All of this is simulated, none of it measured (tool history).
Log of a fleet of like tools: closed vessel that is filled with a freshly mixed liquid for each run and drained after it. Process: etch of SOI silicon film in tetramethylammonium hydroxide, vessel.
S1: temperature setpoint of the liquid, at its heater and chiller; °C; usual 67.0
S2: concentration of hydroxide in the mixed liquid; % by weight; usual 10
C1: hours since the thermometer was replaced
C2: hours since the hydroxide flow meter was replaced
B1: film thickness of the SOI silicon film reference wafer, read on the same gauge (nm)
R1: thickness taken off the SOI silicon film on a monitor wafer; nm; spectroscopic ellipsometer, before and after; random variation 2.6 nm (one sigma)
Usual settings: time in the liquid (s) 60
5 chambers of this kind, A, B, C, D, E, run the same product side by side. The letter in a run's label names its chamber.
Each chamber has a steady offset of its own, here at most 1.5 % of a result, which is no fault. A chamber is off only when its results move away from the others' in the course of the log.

run 1E hour=12.9 | S1=67.0 S2=10 time_in_the_liquid_(s)=60 | C1=1445.9 C2=870.7 | B1=69.973 | R1=356.10
run 2A hour=20.2 | S1=67.0 S2=10 time_in_the_liquid_(s)=60 | C1=199.6 C2=861.6 | B1=69.992 | R1=352.80
run 3C hour=33.5 | S1=67.0 S2=10 time_in_the_liquid_(s)=60 | C1=299.5 C2=1040.6 | B1=69.984 | R1=355.48
run 4B hour=42.0 | S1=67.0 S2=10 time_in_the_liquid_(s)=60 | C1=495.0 C2=272.3 | B1=69.974 | R1=361.87
run 5D hour=53.6 | S1=67.0 S2=10 time_in_the_liquid_(s)=60 | C1=674.3 C2=255.2 | B1=69.988 | R1=357.64
run 6B hour=60.4 | S1=67.0 S2=10 time_in_the_liquid_(s)=60 | C1=513.4 C2=290.7 | B1=70.029 | R1=361.51
run 7C hour=70.0 | S1=67.0 S2=10 time_in_the_liquid_(s)=60 | C1=336.0 C2=1077.1 | B1=70.026 | R1=351.93
run 8E hour=77.9 | S1=67.0 S2=10 time_in_the_liquid_(s)=60 | C1=1510.9 C2=935.7 | B1=70.007 | R1=361.24
run 9A hour=84.6 | S1=72.5 S2=10 time_in_the_liquid_(s)=95 | C1=264.0 C2=926.0 | B1=70.009 | R1=770.96
run 10D hour=98.6 | S1=72.5 S2=10 time_in_the_liquid_(s)=95 | C1=719.3 C2=300.2 | B1=69.954 | R1=772.54
run 11B hour=106.0 | S1=72.5 S2=10 time_in_the_liquid_(s)=95 | C1=559.0 C2=336.3 | B1=70.042 | R1=790.83
run 12A hour=117.3 | S1=72.5 S2=10 time_in_the_liquid_(s)=95 | C1=296.7 C2=958.7 | B1=70.012 | R1=773.38
run 13C hour=127.2 | S1=72.5 S2=10 time_in_the_liquid_(s)=95 | C1=393.2 C2=1134.3 | B1=70.006 | R1=773.85
run 14E hour=137.3 | S1=67.0 S2=10 time_in_the_liquid_(s)=60 | C1=1570.3 C2=995.1 | B1=70.029 | R1=350.58
run 15D hour=148.6 | S1=67.0 S2=10 time_in_the_liquid_(s)=60 | C1=769.3 C2=350.2 | B1=70.004 | R1=355.53
run 16B hour=159.0 | S1=67.0 S2=10 time_in_the_liquid_(s)=60 | C1=612.0 C2=389.3 | B1=70.032 | R1=363.66
run 17E hour=174.0 | S1=67.0 S2=10 time_in_the_liquid_(s)=60 | C1=1607.0 C2=1031.8 | B1=70.020 | R1=354.13
run 18D hour=181.7 | S1=67.0 S2=10 time_in_the_liquid_(s)=60 | C1=802.4 C2=383.3 | B1=69.999 | R1=358.11
run 19A hour=191.6 | S1=67.0 S2=10 time_in_the_liquid_(s)=60 | C1=371.0 C2=1033.0 | B1=70.017 | R1=353.22
run 20C hour=200.2 | S1=67.0 S2=8 time_in_the_liquid_(s)=60 | C1=466.2 C2=1207.3 | B1=69.986 | R1=390.63
run 21B hour=214.5 | S1=67.0 S2=8 time_in_the_liquid_(s)=60 | C1=667.5 C2=444.8 | B1=69.976 | R1=390.29
run 22C hour=225.0 | S1=67.0 S2=8 time_in_the_liquid_(s)=60 | C1=491.0 C2=1232.1 | B1=69.997 | R1=384.09
run 23A hour=233.7 | S1=67.0 S2=8 time_in_the_liquid_(s)=60 | C1=413.1 C2=1075.1 | B1=70.015 | R1=382.65
run 24E hour=245.5 | S1=67.0 S2=8 time_in_the_liquid_(s)=60 | C1=1678.5 C2=1103.3 | B1=69.963 | R1=379.49
run 25D hour=252.8 | S1=67.0 S2=10 time_in_the_liquid_(s)=60 | C1=873.5 C2=454.4 | B1=69.992 | R1=352.32
run 26A hour=265.8 | S1=67.0 S2=10 time_in_the_liquid_(s)=60 | C1=445.2 C2=1107.2 | B1=70.000 | R1=362.16
run 27E hour=277.0 | S1=67.0 S2=10 time_in_the_liquid_(s)=60 | C1=1710.0 C2=1134.8 | B1=70.021 | R1=356.70
-- hour=281.0 chamber A: hydroxide flow meter replaced
run 28B hour=285.0 | S1=67.0 S2=10 time_in_the_liquid_(s)=60 | C1=738.0 C2=515.3 | B1=69.988 | R1=364.21
-- hour=296.9 chamber D: hydroxide flow meter replaced
run 29C hour=299.6 | S1=67.0 S2=10 time_in_the_liquid_(s)=60 | C1=565.6 C2=1306.7 | B1=69.998 | R1=354.56
run 30D hour=311.3 | S1=67.0 S2=10 time_in_the_liquid_(s)=60 | C1=932.0 C2=14.4 | B1=70.006 | R1=347.92
run 31D hour=319.0 | S1=67.0 S2=10 time_in_the_liquid_(s)=60 | C1=939.7 C2=22.1 | B1=69.965 | R1=346.43
run 32C hour=330.4 | S1=67.0 S2=10 time_in_the_liquid_(s)=60 | C1=596.4 C2=1337.5 | B1=70.009 | R1=356.73
run 33E hour=341.9 | S1=67.0 S2=10 time_in_the_liquid_(s)=60 | C1=1774.9 C2=1199.7 | B1=69.999 | R1=356.86
run 34A hour=349.0 | S1=67.0 S2=10 time_in_the_liquid_(s)=95 | C1=528.4 C2=68.1 | B1=70.005 | R1=562.77
run 35B hour=362.5 | S1=67.0 S2=10 time_in_the_liquid_(s)=95 | C1=815.5 C2=592.8 | B1=69.983 | R1=574.33
run 36E hour=371.6 | S1=67.0 S2=10 time_in_the_liquid_(s)=95 | C1=1804.6 C2=1229.4 | B1=70.036 | R1=557.12
run 37B hour=385.5 | S1=67.0 S2=10 time_in_the_liquid_(s)=95 | C1=838.5 C2=615.8 | B1=70.027 | R1=573.46
run 38D hour=395.0 | S1=67.0 S2=10 time_in_the_liquid_(s)=95 | C1=1015.7 C2=98.1 | B1=69.997 | R1=547.27
run 39A hour=402.0 | S1=67.0 S2=10 time_in_the_liquid_(s)=60 | C1=581.4 C2=121.1 | B1=70.003 | R1=356.67
run 40C hour=412.3 | S1=67.0 S2=10 time_in_the_liquid_(s)=60 | C1=678.3 C2=1419.4 | B1=69.975 | R1=356.21

What goes on in this fleet: one chamber off, a drifting gauge, or nothing beyond the chambers' own small offsets? Name the chamber and the cause, if any.

Chamber D drifts away from the others.
Cause: liquid colder than its thermometer reads (K) = 0.67.

Here are 4 candidates for chamber D's next run, each the usual settings with a change, their results left as question marks. Which one brings its results back in line with what the others give on the usual settings?
In line means no further than this from the other chambers' mean on the usual settings: R1 9.10 nm
run 41D-1 hour=423.3 | S1=67.5 S2=10.0 time_in_the_liquid_(s)=60 | R1=?
run 41D-2 hour=423.3 | S1=66.5 S2=10.0 time_in_the_liquid_(s)=60 | R1=?
run 41D-3 hour=423.3 | S1=67.0 S2=10.0 time_in_the_liquid_(s)=65 | R1=?
run 41D-4 hour=423.3 | S1=67.0 S2=12.5 time_in_the_liquid_(s)=60 | R1=?

The other chambers' mean on the usual settings: R1 356.51 nm
run=41D-1 R1=354.00
run=41D-2 R1=333.79
run=41D-3 R1=372.40
run=41D-4 R1=316.31
41D-1 brings the chamber back in line.
